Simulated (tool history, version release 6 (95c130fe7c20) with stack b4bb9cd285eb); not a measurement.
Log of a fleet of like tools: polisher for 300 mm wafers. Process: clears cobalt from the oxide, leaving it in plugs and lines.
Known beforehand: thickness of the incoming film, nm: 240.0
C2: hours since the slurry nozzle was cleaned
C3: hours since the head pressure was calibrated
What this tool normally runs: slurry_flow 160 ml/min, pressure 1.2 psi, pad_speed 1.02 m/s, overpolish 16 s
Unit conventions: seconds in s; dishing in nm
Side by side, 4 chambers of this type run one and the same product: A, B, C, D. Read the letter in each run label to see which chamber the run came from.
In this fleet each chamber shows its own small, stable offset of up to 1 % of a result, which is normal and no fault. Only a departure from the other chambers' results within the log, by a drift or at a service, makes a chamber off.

{"run": "1B", "hour": 11.1, "slurry_flow": 160, "pressure": 1.2, "pad_speed": 1.02, "overpolish": 16, "wafers polished on this pad": 435, "C2": 231.1, "C3": 120.7, "seconds": 82.064, "dishing": 33.649}
{"hour": 17.6, "done": "chamber A: worn pad replaced by a new one"}
{"hour": 19.6, "done": "chamber C: worn pad replaced by a new one"}
{"run": "2A", "hour": 24.8, "slurry_flow": 160, "pressure": 1.2, "pad_speed": 1.02, "overpolish": 16, "wafers polished on this pad": 64, "C2": 602.0, "C3": 394.5, "seconds": 82.629, "dishing": 33.932}
{"run": "3C", "hour": 33.4, "slurry_flow": 160, "pressure": 1.2, "pad_speed": 1.02, "overpolish": 16, "wafers polished on this pad": 124, "C2": 210.3, "C3": 771.5, "seconds": 80.82, "dishing": 31.938}
{"hour": 44.9, "done": "chamber D: worn pad replaced by a new one"}
{"run": "4D", "hour": 44.9, "slurry_flow": 160, "pressure": 1.2, "pad_speed": 1.02, "overpolish": 16, "wafers polished on this pad": 0, "C2": 191.1, "C3": 197.9, "seconds": 82.535, "dishing": 33.826}
{"hour": 50.0, "done": "chamber A: slurry nozzle cleaned"}
{"run": "5C", "hour": 59.0, "slurry_flow": 160, "pressure": 1.2, "pad_speed": 1.02, "overpolish": 16, "wafers polished on this pad": 354, "C2": 235.9, "C3": 797.1, "seconds": 81.812, "dishing": 34.61}
{"run": "6B", "hour": 67.3, "slurry_flow": 160, "pressure": 1.2, "pad_speed": 1.02, "overpolish": 16, "wafers polished on this pad": 939, "C2": 287.3, "C3": 176.9, "seconds": 81.523, "dishing": 33.209}
{"run": "7D", "hour": 75.7, "slurry_flow": 160, "pressure": 1.2, "pad_speed": 1.02, "overpolish": 16, "wafers polished on this pad": 276, "C2": 221.9, "C3": 228.7, "seconds": 80.916, "dishing": 34.031}
{"run": "8A", "hour": 90.3, "slurry_flow": 160, "pressure": 1.2, "pad_speed": 1.02, "overpolish": 16, "wafers polished on this pad": 652, "C2": 40.4, "C3": 460.0, "seconds": 79.431, "dishing": 35.336}
{"run": "9D", "hour": 103.7, "slurry_flow": 160, "pressure": 1.4, "pad_speed": 1.02, "overpolish": 24, "wafers polished on this pad": 528, "C2": 249.9, "C3": 256.7, "seconds": 68.849, "dishing": 47.29}
{"hour": 103.9, "done": "chamber A: head pressure recalibrated"}
{"hour": 108.7, "done": "chamber B: worn pad replaced by a new one"}
{"hour": 112.3, "done": "chamber C: worn pad replaced by a new one"}
{"run": "10B", "hour": 113.7, "slurry_flow": 160, "pressure": 1.4, "pad_speed": 1.02, "overpolish": 24, "wafers polished on this pad": 44, "C2": 333.7, "C3": 223.3, "seconds": 69.746, "dishing": 49.888}
{"run": "11C", "hour": 123.0, "slurry_flow": 160, "pressure": 1.4, "pad_speed": 1.02, "overpolish": 24, "wafers polished on this pad": 96, "C2": 299.9, "C3": 861.1, "seconds": 68.981, "dishing": 48.226}
{"hour": 127.3, "done": "chamber A: worn pad replaced by a new one"}
{"run": "12A", "hour": 138.0, "slurry_flow": 160, "pressure": 1.4, "pad_speed": 1.02, "overpolish": 24, "wafers polished on this pad": 96, "C2": 88.1, "C3": 34.1, "seconds": 68.043, "dishing": 49.835}
{"run": "13B", "hour": 152.6, "slurry_flow": 130, "pressure": 1.2, "pad_speed": 0.74, "overpolish": 16, "wafers polished on this pad": 393, "C2": 372.6, "C3": 262.2, "seconds": 119.21, "dishing": 26.617}
{"run": "14D", "hour": 161.2, "slurry_flow": 130, "pressure": 1.2, "pad_speed": 0.74, "overpolish": 16, "wafers polished on this pad": 1043, "C2": 307.4, "C3": 314.2, "seconds": 115.71, "dishing": 26.693}
{"run": "15A", "hour": 170.4, "slurry_flow": 130, "pressure": 1.2, "pad_speed": 0.74, "overpolish": 16, "wafers polished on this pad": 387, "C2": 120.5, "C3": 66.5, "seconds": 116.47, "dishing": 26.986}
{"run": "16C", "hour": 181.0, "slurry_flow": 130, "pressure": 1.2, "pad_speed": 0.74, "overpolish": 16, "wafers polished on this pad": 616, "C2": 357.9, "C3": 919.1, "seconds": 120.0, "dishing": 24.906}
{"run": "17C", "hour": 196.0, "slurry_flow": 160, "pressure": 0.9, "pad_speed": 1.02, "overpolish": 13, "wafers polished on this pad": 751, "C2": 372.9, "C3": 934.1, "seconds": 106.82, "dishing": 23.746}
{"run": "18D", "hour": 202.9, "slurry_flow": 160, "pressure": 0.9, "pad_speed": 1.02, "overpolish": 13, "wafers polished on this pad": 1417, "C2": 349.1, "C3": 355.9, "seconds": 110.87, "dishing": 23.696}
{"hour": 207.2, "done": "chamber D: worn pad replaced by a new one"}
{"run": "19A", "hour": 218.1, "slurry_flow": 160, "pressure": 0.9, "pad_speed": 1.02, "overpolish": 13, "wafers polished on this pad": 815, "C2": 168.2, "C3": 114.2, "seconds": 106.11, "dishing": 23.092}
{"hour": 222.3, "done": "chamber C: worn pad replaced by a new one"}
{"hour": 224.9, "done": "chamber A: worn pad replaced by a new one"}
{"run": "20B", "hour": 228.6, "slurry_flow": 160, "pressure": 0.9, "pad_speed": 1.02, "overpolish": 13, "wafers polished on this pad": 1075, "C2": 448.6, "C3": 338.2, "seconds": 107.16, "dishing": 23.619}
{"hour": 228.8, "done": "chamber C: head pressure recalibrated"}
{"run": "21D", "hour": 238.1, "slurry_flow": 160, "pressure": 1.2, "pad_speed": 1.02, "overpolish": 16, "wafers polished on this pad": 278, "C2": 384.3, "C3": 391.1, "seconds": 80.972, "dishing": 33.328}
{"run": "22C", "hour": 252.9, "slurry_flow": 160, "pressure": 1.2, "pad_speed": 1.02, "overpolish": 16, "wafers polished on this pad": 274, "C2": 429.8, "C3": 24.1, "seconds": 78.946, "dishing": 32.845}
{"hour": 258.4, "done": "chamber B: worn pad replaced by a new one"}
{"run": "23B", "hour": 267.3, "slurry_flow": 160, "pressure": 1.2, "pad_speed": 1.02, "overpolish": 16, "wafers polished on this pad": 79, "C2": 487.3, "C3": 376.9, "seconds": 80.934, "dishing": 33.701}
{"run": "24A", "hour": 277.5, "slurry_flow": 160, "pressure": 1.2, "pad_speed": 1.02, "overpolish": 16, "wafers polished on this pad": 472, "C2": 227.6, "C3": 173.6, "seconds": 78.796, "dishing": 35.218}
{"run": "25D", "hour": 290.9, "slurry_flow": 160, "pressure": 1.2, "pad_speed": 1.02, "overpolish": 16, "wafers polished on this pad": 751, "C2": 437.1, "C3": 443.9, "seconds": 80.68, "dishing": 32.832}
{"run": "26A", "hour": 298.2, "slurry_flow": 160, "pressure": 1.2, "pad_speed": 1.02, "overpolish": 16, "wafers polished on this pad": 658, "C2": 248.3, "C3": 194.3, "seconds": 81.116, "dishing": 34.161}

Decide between three cases: one chamber stands off from its peers, the gauge reading all wafers drifts, or nothing is wrong past each chamber's small offset. Where a chamber is off, say which and what most likely put it there.

No chamber is off and the gauge is stable; the differences are just each chamber's small, constant offset.
